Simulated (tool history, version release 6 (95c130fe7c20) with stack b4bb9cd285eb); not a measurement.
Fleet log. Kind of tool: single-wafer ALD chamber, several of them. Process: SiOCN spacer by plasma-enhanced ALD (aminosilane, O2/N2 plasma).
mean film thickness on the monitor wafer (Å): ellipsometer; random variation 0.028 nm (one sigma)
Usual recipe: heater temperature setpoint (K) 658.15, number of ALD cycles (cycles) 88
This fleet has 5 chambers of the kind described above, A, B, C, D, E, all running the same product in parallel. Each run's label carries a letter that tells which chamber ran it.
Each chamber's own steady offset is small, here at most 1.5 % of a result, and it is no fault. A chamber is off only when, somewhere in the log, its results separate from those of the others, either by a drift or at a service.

run   hour  heater temperature setpoint (K)  number of ALD cycles (cycles)  hours since the last thermocouple change  read-back reference wafer on the same gauge, thickness_nm  mean film thickness on the monitor wafer (Å)
 1D   10.8                           658.15                             88                                     642.4                                                     6.1428                                        53.855
 2B   23.6                           658.15                             88                                    1649.4                                                     6.1404                                        52.832
 3C   37.0                           658.15                             88                                     326.3                                                     6.1394                                        53.148
 4E   47.1                           658.15                             88                                      67.3                                                     6.1381                                        53.073
 5A   58.8                           658.15                             88                                     709.1                                                     6.1388                                        53.388
 6D   69.4                           658.15                             88                                     701.0                                                     6.1325                                        53.988
 7E   81.0                           651.15                             88                                     101.2                                                     6.1385                                        53.098
 8B   89.9                           651.15                             88                                    1715.7                                                     6.1453                                        52.353
 9A  103.0                           651.15                             88                                     753.3                                                     6.1429                                        53.598
10C  113.5                           651.15                             88                                     402.8                                                     6.1359                                        53.040
11E  126.7                           651.15                             88                                     146.9                                                     6.1387                                        53.611
12D  133.0                           658.15                            105                                     764.6                                                     6.1480                                        64.384
13B  146.4                           658.15                            105                                    1772.2                                                     6.1358                                        62.195
14C  159.0                           658.15                            105                                     448.3                                                     6.1327                                        63.221
15A  170.2                           658.15                            105                                     820.5                                                     6.1357                                        64.020
16B  180.9                           658.15                            105                                    1806.7                                                     6.1479                                        63.411
17A  194.5                           658.15                             88                                     844.8                                                     6.1361                                        54.231
18E  207.7                           658.15                             88                                     227.9                                                     6.1416                                        53.313
19C  218.6                           658.15                             88                                     507.9                                                     6.1338                                        53.385
20D  231.5                           658.15                             88                                     863.1                                                     6.1361                                        53.998
21E  244.4                           658.15                             88                                     264.6                                                     6.1332                                        52.880
22B  250.8                           646.15                             80                                    1876.6                                                     6.1344                                        47.466
23A  263.5                           646.15                             80                                     913.8                                                     6.1446                                        48.654
24C  276.9                           646.15                             80                                     566.2                                                     6.1443                                        48.412
25D  289.6                           646.15                             80                                     921.2                                                     6.1391                                        49.075
26D  299.2                           646.15                             80                                     930.8                                                     6.1386                                        48.559
27E  311.4                           658.15                             88                                     331.6                                                     6.1445                                        52.990
28A  319.8                           658.15                             88                                     970.1                                                     6.1441                                        53.814
29B  328.0                           658.15                             88                                    1953.8                                                     6.1405                                        53.102
30C  335.2                           658.15                             88                                     624.5                                                     6.1358                                        53.222
31D  343.3                           658.15                             88                                     974.9                                                     6.1415                                        54.053
     351.5  -- chamber A: thermocouple changed; heater temperature recalibrated
32E  354.9                           658.15                             88                                     375.1                                                     6.1382                                        53.387
33A  362.4                           658.15                             88                                      10.9                                                     6.1278                                        54.166

All 5 chambers run these settings next. Forecast each chamber's results:
34A  372.2                           658.15                             88                                                                                                                                                  ?
34B  372.2                           658.15                             88                                                                                                                                                  ?
34C  372.2                           658.15                             88                                                                                                                                                  ?
34D  372.2                           658.15                             88                                                                                                                                                  ?
34E  372.2                           658.15                             88                                                                                                                                                  ?

run  mean film thickness on the monitor wafer (Å)
34A                                        53.873
34B                                        53.000
34C                                        53.016
34D                                        54.118
34E                                        52.745
